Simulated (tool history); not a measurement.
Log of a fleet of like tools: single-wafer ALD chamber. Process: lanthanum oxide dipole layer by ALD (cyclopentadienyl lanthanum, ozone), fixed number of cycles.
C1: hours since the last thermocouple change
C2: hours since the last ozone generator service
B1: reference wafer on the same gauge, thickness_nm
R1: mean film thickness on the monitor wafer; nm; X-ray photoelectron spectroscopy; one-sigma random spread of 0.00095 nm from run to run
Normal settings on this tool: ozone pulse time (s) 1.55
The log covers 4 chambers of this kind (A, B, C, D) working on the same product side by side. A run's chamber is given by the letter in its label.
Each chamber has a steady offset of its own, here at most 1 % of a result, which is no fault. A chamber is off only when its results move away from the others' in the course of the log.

-- hour=4.7 chamber D: thermocouple changed; heater temperature recalibrated
run 1D hour=7.7 | ozone_pulse_time_(s)=1.55 | C1=3.1 C2=508 | B1=0.64472 | R1=0.55164
run 2A hour=15.5 | ozone_pulse_time_(s)=1.55 | C1=288.8 C2=16.7 | B1=0.64447 | R1=0.54831
run 3B hour=21.2 | ozone_pulse_time_(s)=1.55 | C1=1822.3 C2=436 | B1=0.64469 | R1=0.55566
run 4C hour=30.9 | ozone_pulse_time_(s)=1.55 | C1=1317 C2=378.2 | B1=0.64457 | R1=0.54677
run 5B hour=37.5 | ozone_pulse_time_(s)=1.55 | C1=1838.6 C2=452.3 | B1=0.64434 | R1=0.55659
run 6C hour=47.7 | ozone_pulse_time_(s)=1.55 | C1=1333.8 C2=395 | B1=0.64466 | R1=0.54787
run 7A hour=57.6 | ozone_pulse_time_(s)=1.55 | C1=330.9 C2=58.8 | B1=0.64422 | R1=0.54886
run 8D hour=66.9 | ozone_pulse_time_(s)=1.55 | C1=62.3 C2=567.2 | B1=0.64393 | R1=0.5522
run 9D hour=74.8 | ozone_pulse_time_(s)=1.55 | C1=70.2 C2=575.1 | B1=0.64412 | R1=0.55202
run 10C hour=86.6 | ozone_pulse_time_(s)=1.55 | C1=1372.7 C2=433.9 | B1=0.64376 | R1=0.54527
run 11B hour=92.1 | ozone_pulse_time_(s)=1.55 | C1=1893.2 C2=506.9 | B1=0.6435 | R1=0.55705
run 12A hour=98.7 | ozone_pulse_time_(s)=1.55 | C1=372 C2=99.9 | B1=0.64334 | R1=0.54781
run 13B hour=107 | ozone_pulse_time_(s)=1.55 | C1=1908.1 C2=521.8 | B1=0.64318 | R1=0.55447
run 14C hour=113.2 | ozone_pulse_time_(s)=1.55 | C1=1399.3 C2=460.5 | B1=0.64308 | R1=0.54666
run 15A hour=118.8 | ozone_pulse_time_(s)=1.55 | C1=392.1 C2=120 | B1=0.64299 | R1=0.54805
run 16D hour=124.9 | ozone_pulse_time_(s)=1.55 | C1=120.3 C2=625.2 | B1=0.64304 | R1=0.55124
run 17A hour=133.5 | ozone_pulse_time_(s)=1.55 | C1=406.8 C2=134.7 | B1=0.6429 | R1=0.54821
run 18D hour=141.5 | ozone_pulse_time_(s)=1.55 | C1=136.9 C2=641.8 | B1=0.6425 | R1=0.54979
run 19C hour=147.3 | ozone_pulse_time_(s)=1.55 | C1=1433.4 C2=494.6 | B1=0.64308 | R1=0.54551
run 20B hour=153.4 | ozone_pulse_time_(s)=1.55 | C1=1954.5 C2=568.2 | B1=0.64239 | R1=0.55444
run 21B hour=160.1 | ozone_pulse_time_(s)=1.76 | C1=1961.2 C2=574.9 | B1=0.64265 | R1=0.56458
run 22A hour=171.4 | ozone_pulse_time_(s)=1.76 | C1=444.7 C2=172.6 | B1=0.64231 | R1=0.55529
run 23D hour=179 | ozone_pulse_time_(s)=1.76 | C1=174.4 C2=679.3 | B1=0.6423 | R1=0.5596
run 24C hour=189.9 | ozone_pulse_time_(s)=1.76 | C1=1476 C2=537.2 | B1=0.64216 | R1=0.55199
run 25B hour=196.7 | ozone_pulse_time_(s)=1.55 | C1=1997.8 C2=611.5 | B1=0.64213 | R1=0.55217
run 26C hour=207 | ozone_pulse_time_(s)=1.55 | C1=1493.1 C2=554.3 | B1=0.64182 | R1=0.54456
run 27A hour=212.9 | ozone_pulse_time_(s)=1.55 | C1=486.2 C2=214.1 | B1=0.64184 | R1=0.54546
run 28D hour=223.1 | ozone_pulse_time_(s)=1.55 | C1=218.5 C2=723.4 | B1=0.64163 | R1=0.54973
run 29D hour=233.3 | ozone_pulse_time_(s)=1.55 | C1=228.7 C2=733.6 | B1=0.64153 | R1=0.54946
run 30A hour=240 | ozone_pulse_time_(s)=1.55 | C1=513.3 C2=241.2 | B1=0.6413 | R1=0.54598
run 31C hour=250.1 | ozone_pulse_time_(s)=1.55 | C1=1536.2 C2=597.4 | B1=0.64112 | R1=0.54393
run 32B hour=256 | ozone_pulse_time_(s)=1.55 | C1=2057.1 C2=670.8 | B1=0.64124 | R1=0.55249
run 33B hour=266.6 | ozone_pulse_time_(s)=1.55 | C1=2067.7 C2=681.4 | B1=0.64107 | R1=0.55098
run 34D hour=275.3 | ozone_pulse_time_(s)=1.94 | C1=270.7 C2=775.6 | B1=0.64081 | R1=0.5647
run 35A hour=285.7 | ozone_pulse_time_(s)=1.94 | C1=559 C2=286.9 | B1=0.64078 | R1=0.55871
run 36C hour=291.7 | ozone_pulse_time_(s)=1.94 | C1=1577.8 C2=639 | B1=0.64072 | R1=0.55675

For the next run the whole fleet of 4 chambers uses the same settings. Give each chamber's results:
run 37A hour=300.2 | ozone_pulse_time_(s)=1.55 | R1=?
run 37B hour=300.2 | ozone_pulse_time_(s)=1.55 | R1=?
run 37C hour=300.2 | ozone_pulse_time_(s)=1.55 | R1=?
run 37D hour=300.2 | ozone_pulse_time_(s)=1.55 | R1=?

run=37A R1=0.54308
run=37B R1=0.55247
run=37C R1=0.54253
run=37D R1=0.54754
